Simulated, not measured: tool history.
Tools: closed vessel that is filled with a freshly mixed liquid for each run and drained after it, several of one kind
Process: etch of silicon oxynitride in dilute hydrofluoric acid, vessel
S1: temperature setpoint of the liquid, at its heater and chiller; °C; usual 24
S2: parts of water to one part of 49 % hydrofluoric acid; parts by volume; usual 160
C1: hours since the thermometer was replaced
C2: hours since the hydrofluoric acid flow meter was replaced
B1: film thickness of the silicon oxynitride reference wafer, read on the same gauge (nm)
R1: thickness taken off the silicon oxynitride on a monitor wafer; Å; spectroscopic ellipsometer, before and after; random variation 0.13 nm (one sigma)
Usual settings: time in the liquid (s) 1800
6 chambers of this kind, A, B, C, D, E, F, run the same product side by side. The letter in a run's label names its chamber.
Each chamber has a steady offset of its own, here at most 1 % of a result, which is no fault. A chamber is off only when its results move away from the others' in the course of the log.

{"run": "1F", "day": 0.083, "S1": 24, "S2": 160, "time in the liquid (s)": 1800, "C1": 519.7, "C2": 1343.9, "B1": 49.993, "R1": 157.09}
{"run": "2B", "day": 0.225, "S1": 24, "S2": 160, "time in the liquid (s)": 1800, "C1": 182.1, "C2": 572.2, "B1": 49.998, "R1": 151.46}
{"run": "3A", "day": 0.379, "S1": 24, "S2": 160, "time in the liquid (s)": 1800, "C1": 2623.8, "C2": 975.8, "B1": 50.001, "R1": 153.7}
{"run": "4E", "day": 0.458, "S1": 24, "S2": 160, "time in the liquid (s)": 1800, "C1": 411, "C2": 1400.2, "B1": 50.008, "R1": 152.88}
{"run": "5D", "day": 0.554, "S1": 24, "S2": 160, "time in the liquid (s)": 1800, "C1": 460, "C2": 751.7, "B1": 50.03, "R1": 153.18}
{"run": "6C", "day": 0.646, "S1": 24, "S2": 160, "time in the liquid (s)": 1800, "C1": 1075.9, "C2": 766.6, "B1": 50.006, "R1": 155.31}
{"run": "7B", "day": 0.821, "S1": 24, "S2": 160, "time in the liquid (s)": 1800, "C1": 196.4, "C2": 586.5, "B1": 50.016, "R1": 156.15}
{"run": "8D", "day": 0.975, "S1": 24, "S2": 160, "time in the liquid (s)": 1800, "C1": 470.1, "C2": 761.8, "B1": 49.998, "R1": 156.3}
{"run": "9E", "day": 1.071, "S1": 24, "S2": 160, "time in the liquid (s)": 1800, "C1": 425.7, "C2": 1414.9, "B1": 49.999, "R1": 152.96}
{"run": "10C", "day": 1.229, "S1": 24, "S2": 160, "time in the liquid (s)": 1800, "C1": 1089.9, "C2": 780.6, "B1": 49.992, "R1": 152.57}
{"run": "11F", "day": 1.35, "S1": 19, "S2": 205, "time in the liquid (s)": 1800, "C1": 550.1, "C2": 1374.3, "B1": 49.997, "R1": 93.972}
{"run": "12A", "day": 1.5, "S1": 19, "S2": 205, "time in the liquid (s)": 1800, "C1": 2650.7, "C2": 1002.7, "B1": 49.997, "R1": 91.702}
{"run": "13F", "day": 1.633, "S1": 19, "S2": 205, "time in the liquid (s)": 1800, "C1": 556.9, "C2": 1381.1, "B1": 49.998, "R1": 94.368}
{"run": "14D", "day": 1.742, "S1": 19, "S2": 205, "time in the liquid (s)": 1800, "C1": 488.5, "C2": 780.2, "B1": 50.006, "R1": 93.135}
{"run": "15A", "day": 1.875, "S1": 19, "S2": 205, "time in the liquid (s)": 1800, "C1": 2659.7, "C2": 1011.7, "B1": 49.985, "R1": 92.616}
{"run": "16B", "day": 1.975, "S1": 19, "S2": 205, "time in the liquid (s)": 1800, "C1": 224.1, "C2": 614.2, "B1": 50.022, "R1": 93.194}
{"run": "17C", "day": 2.104, "S1": 24, "S2": 160, "time in the liquid (s)": 1800, "C1": 1110.9, "C2": 801.6, "B1": 50.008, "R1": 154.18}
{"run": "18E", "day": 2.196, "S1": 24, "S2": 160, "time in the liquid (s)": 1800, "C1": 452.7, "C2": 1441.9, "B1": 50.002, "R1": 153.12}
{"run": "19D", "day": 2.296, "S1": 24, "S2": 160, "time in the liquid (s)": 1800, "C1": 501.8, "C2": 793.5, "B1": 49.989, "R1": 154.26}
{"run": "20E", "day": 2.471, "S1": 26, "S2": 85, "time in the liquid (s)": 1800, "C1": 459.3, "C2": 1448.5, "B1": 50.009, "R1": 339.8}
{"run": "21F", "day": 2.571, "S1": 26, "S2": 85, "time in the liquid (s)": 1800, "C1": 579.4, "C2": 1403.6, "B1": 50.01, "R1": 335.4}
{"run": "22C", "day": 2.675, "S1": 26, "S2": 85, "time in the liquid (s)": 1800, "C1": 1124.6, "C2": 815.3, "B1": 49.994, "R1": 339.6}
{"run": "23A", "day": 2.854, "S1": 26, "S2": 85, "time in the liquid (s)": 1800, "C1": 2683.2, "C2": 1035.2, "B1": 50.01, "R1": 339.63}
{"run": "24B", "day": 2.988, "S1": 26, "S2": 85, "time in the liquid (s)": 1800, "C1": 248.4, "C2": 638.5, "B1": 50.004, "R1": 326.28}
{"run": "25B", "day": 3.154, "S1": 26, "S2": 85, "time in the liquid (s)": 1800, "C1": 252.4, "C2": 642.5, "B1": 50.002, "R1": 328.36}
{"run": "26E", "day": 3.308, "S1": 24, "S2": 160, "time in the liquid (s)": 1800, "C1": 479.4, "C2": 1468.6, "B1": 50.014, "R1": 153.56}
{"run": "27C", "day": 3.454, "S1": 20.5, "S2": 160, "time in the liquid (s)": 2720, "C1": 1143.3, "C2": 834, "B1": 50.006, "R1": 200.06}
{"run": "28D", "day": 3.55, "S1": 20.5, "S2": 160, "time in the liquid (s)": 2720, "C1": 531.9, "C2": 823.6, "B1": 49.999, "R1": 202.7}
{"day": 3.692, "done": "chamber C: hydrofluoric acid flow meter replaced"}
{"run": "29F", "day": 3.708, "S1": 20.5, "S2": 160, "time in the liquid (s)": 2720, "C1": 606.7, "C2": 1430.9, "B1": 49.995, "R1": 201.09}
{"run": "30A", "day": 3.817, "S1": 20.5, "S2": 160, "time in the liquid (s)": 2720, "C1": 2706.3, "C2": 1058.3, "B1": 50, "R1": 194.49}
{"run": "31A", "day": 3.925, "S1": 20.5, "S2": 160, "time in the liquid (s)": 2720, "C1": 2708.9, "C2": 1060.9, "B1": 50, "R1": 197.51}
{"run": "32B", "day": 4.0, "S1": 20.5, "S2": 160, "time in the liquid (s)": 2720, "C1": 272.7, "C2": 662.8, "B1": 50.004, "R1": 182.42}
{"run": "33D", "day": 4.15, "S1": 24, "S2": 160, "time in the liquid (s)": 1800, "C1": 546.3, "C2": 838, "B1": 49.995, "R1": 154.14}
{"run": "34E", "day": 4.279, "S1": 21, "S2": 160, "time in the liquid (s)": 1800, "C1": 502.7, "C2": 1491.9, "B1": 49.977, "R1": 135.81}
{"run": "35C", "day": 4.371, "S1": 21, "S2": 160, "time in the liquid (s)": 1800, "C1": 1165.3, "C2": 16.4, "B1": 50.018, "R1": 134.75}
{"run": "36F", "day": 4.529, "S1": 21, "S2": 160, "time in the liquid (s)": 1800, "C1": 626.4, "C2": 1450.6, "B1": 50.013, "R1": 134.93}

Next, every chamber runs the same settings. What will each give?
{"run": "37A", "day": 4.658, "S1": 24, "S2": 160, "time in the liquid (s)": 1800, "R1": "?"}
{"run": "37B", "day": 4.658, "S1": 24, "S2": 160, "time in the liquid (s)": 1800, "R1": "?"}
{"run": "37C", "day": 4.658, "S1": 24, "S2": 160, "time in the liquid (s)": 1800, "R1": "?"}
{"run": "37D", "day": 4.658, "S1": 24, "S2": 160, "time in the liquid (s)": 1800, "R1": "?"}
{"run": "37E", "day": 4.658, "S1": 24, "S2": 160, "time in the liquid (s)": 1800, "R1": "?"}
{"run": "37F", "day": 4.658, "S1": 24, "S2": 160, "time in the liquid (s)": 1800, "R1": "?"}

run=37A R1=154.21
run=37B R1=137.01
run=37C R1=152.96
run=37D R1=156.88
run=37E R1=155.75
run=37F R1=156.93

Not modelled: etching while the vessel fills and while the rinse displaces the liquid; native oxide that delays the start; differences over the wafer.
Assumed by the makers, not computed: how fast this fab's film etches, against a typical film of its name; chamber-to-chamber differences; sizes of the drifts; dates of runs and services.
